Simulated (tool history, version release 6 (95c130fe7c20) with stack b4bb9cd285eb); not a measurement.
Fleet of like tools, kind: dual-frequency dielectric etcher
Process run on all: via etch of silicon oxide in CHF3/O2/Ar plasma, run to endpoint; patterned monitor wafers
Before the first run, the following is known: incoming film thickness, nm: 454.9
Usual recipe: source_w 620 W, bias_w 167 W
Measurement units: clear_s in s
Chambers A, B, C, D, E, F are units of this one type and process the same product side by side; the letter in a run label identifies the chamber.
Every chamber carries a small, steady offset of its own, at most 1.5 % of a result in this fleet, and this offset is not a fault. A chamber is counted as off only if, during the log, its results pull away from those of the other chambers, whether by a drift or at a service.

run   hour  source_w  bias_w  clear_s
 1C   10.6       620     167   231.38
 2F   19.7       620     167   230.93
 3B   27.7       620     167   232.03
 4D   37.7       620     167   229.89
      40.7  -- chamber A: wet clean of the chamber
 5A   43.2       620     202   219.97
 6E   54.3       620     202   217.91
 7A   61.7       620     202   220.94
 8C   69.9       620     202   217.19
 9D   80.9       620     202   216.15
10E   89.8       620     202   217.94
11B     99       620     167   233.97
12F  104.6       620     167   229.93
13E    111       620     167   231.97
14B    121       620     167      235
     126.5  -- chamber F: wet clean of the chamber
15F  131.9       620     167   230.39
16D  140.9       620     167   230.64
17A  150.3       720     167   221.73
18C  160.2       720     167   219.61
19B  169.6       720     167   220.88
     176.4  -- chamber C: wet clean of the chamber
20C  180.4       720     167   219.26
21F  189.9       720     167   217.82
22D  200.9       720     167   217.55
23A  205.8       620     167   234.53
24E  212.6       620     138   247.41
25B  218.3       620     138   248.31
     224.7  -- chamber E: wet clean of the chamber
26C  228.5       620     138   246.53
27D  237.3       620     138   245.17
     238.9  -- chamber F: bias power generator calibrated
28F  244.6       620     138   246.04
29A  253.5       620     138   249.06
30E  262.5       620     167   231.38
31A  273.7       620     167   234.16
32D  279.6       620     167   230.41
33E  287.1       620     167   231.47
34C    297       620     167   230.86
35B  305.7       620     167   235.61
36F  316.7       620     167   231.56
37F  327.7       620     167   231.06
38C  333.8       620     192   221.88
39A  338.9       620     192   223.03
40E  349.5       620     192   221.42
41B    360       620     192   223.78
42D  371.1       620     192   220.22
43A  380.8       620     192   224.38

All chambers now run identical settings, listed one chamber a line with results as question marks. What results will each chamber show?
44A  388.8       620     136        ?
44B  388.8       620     136        ?
44C  388.8       620     136        ?
44D  388.8       620     136        ?
44E  388.8       620     136        ?
44F  388.8       620     136        ?

run  clear_s
44A   249.73
44B   249.52
44C   248.59
44D   246.89
44E   248.19
44F   245.36

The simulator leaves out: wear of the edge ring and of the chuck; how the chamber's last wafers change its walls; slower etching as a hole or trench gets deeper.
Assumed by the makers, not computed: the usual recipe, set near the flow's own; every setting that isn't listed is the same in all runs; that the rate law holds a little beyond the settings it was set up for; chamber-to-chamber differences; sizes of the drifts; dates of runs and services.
